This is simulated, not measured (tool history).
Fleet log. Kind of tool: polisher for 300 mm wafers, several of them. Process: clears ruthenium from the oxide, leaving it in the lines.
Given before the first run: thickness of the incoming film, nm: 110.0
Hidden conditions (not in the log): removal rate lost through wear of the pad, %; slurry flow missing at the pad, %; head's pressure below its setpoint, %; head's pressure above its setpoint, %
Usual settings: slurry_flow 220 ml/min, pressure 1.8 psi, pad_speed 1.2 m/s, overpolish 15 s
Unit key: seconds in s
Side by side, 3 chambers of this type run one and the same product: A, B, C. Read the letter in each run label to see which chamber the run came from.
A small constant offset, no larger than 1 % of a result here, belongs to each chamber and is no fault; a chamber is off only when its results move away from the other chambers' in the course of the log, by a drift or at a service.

| run | hour | slurry_flow | pressure | pad_speed | overpolish | wafers polished on this pad | hours since the slurry nozzle was cleaned | hours since the head pressure was calibrated | seconds |
|---|---|---|---|---|---|---|---|---|---|
| 1B | 5.1 | 220 | 1.8 | 1.2 | 15 | 472 | 197.4 | 110.4 | 85.31 |
| 2A | 12.3 | 220 | 1.8 | 1.2 | 15 | 227 | 536.9 | 777 | 85.861 |
|  | 15.6 | chamber A: head pressure recalibrated |
| 3C | 18.5 | 220 | 1.8 | 1.2 | 15 | 645 | 916.9 | 1030 | 86.261 |
| 4B | 29 | 220 | 1.8 | 1.2 | 15 | 597 | 221.3 | 134.3 | 86.07 |
| 5A | 38.5 | 220 | 1.8 | 1.2 | 15 | 363 | 563.1 | 23 | 85.591 |
|  | 44.4 | chamber C: slurry nozzle cleaned |
| 6C | 49 | 220 | 2.4 | 1.2 | 15 | 803 | 4.6 | 1060.5 | 63.553 |
| 7C | 56.7 | 220 | 2.4 | 1.2 | 15 | 844 | 12.3 | 1068.2 | 62.481 |
| 8A | 66.7 | 220 | 2.4 | 1.2 | 15 | 510 | 591.3 | 51.2 | 65.592 |
| 9B | 77.3 | 220 | 1.8 | 1.2 | 15 | 848 | 269.6 | 182.6 | 84.819 |
| 10B | 84.6 | 220 | 1.8 | 1.2 | 15 | 886 | 276.9 | 189.9 | 86.144 |
| 11A | 93.5 | 220 | 1.8 | 1.2 | 15 | 649 | 618.1 | 78 | 87.532 |
| 12C | 98.5 | 220 | 1.8 | 1.2 | 15 | 1061 | 54.1 | 1110 | 82.954 |
| 13C | 109.3 | 220 | 2.1 | 1.2 | 20 | 1117 | 64.9 | 1120.8 | 72.947 |
|  | 111.6 | chamber B: worn pad replaced by a new one |
| 14B | 118.7 | 220 | 2.1 | 1.2 | 20 | 36 | 311 | 224 | 73.358 |
| 15A | 128.9 | 220 | 2.1 | 1.2 | 20 | 833 | 653.5 | 113.4 | 77.562 |
|  | 131.8 | chamber B: slurry nozzle cleaned |
| 16A | 135 | 220 | 1.8 | 1.2 | 15 | 865 | 659.6 | 119.5 | 89.663 |
| 17B | 142.7 | 220 | 1.8 | 1.2 | 15 | 161 | 10.9 | 248 | 86.505 |
| 18C | 150 | 220 | 1.8 | 1.2 | 15 | 1329 | 105.6 | 1161.5 | 83.307 |
| 19C | 155 | 220 | 2.2 | 1.2 | 15 | 1354 | 110.6 | 1166.5 | 68.915 |
| 20A | 164.9 | 220 | 2.2 | 1.2 | 15 | 1020 | 689.5 | 149.4 | 76.313 |
| 21B | 172 | 220 | 2.2 | 1.2 | 15 | 314 | 40.2 | 277.3 | 70.392 |
| 22B | 177.8 | 220 | 1.8 | 1.2 | 15 | 344 | 46 | 283.1 | 84.912 |

Next, all 3 chambers run the settings below, one line each with question marks for the results. What does each chamber give?
| 23A | 185.6 | 220 | 1.8 | 1.2 | 15 |  |  |  | ? |
| 23B | 185.6 | 220 | 1.8 | 1.2 | 15 |  |  |  | ? |
| 23C | 185.6 | 220 | 1.8 | 1.2 | 15 |  |  |  | ? |

| run | seconds |
|---|---|
| 23A | 92.982 |
| 23B | 84.904 |
| 23C | 85.602 |

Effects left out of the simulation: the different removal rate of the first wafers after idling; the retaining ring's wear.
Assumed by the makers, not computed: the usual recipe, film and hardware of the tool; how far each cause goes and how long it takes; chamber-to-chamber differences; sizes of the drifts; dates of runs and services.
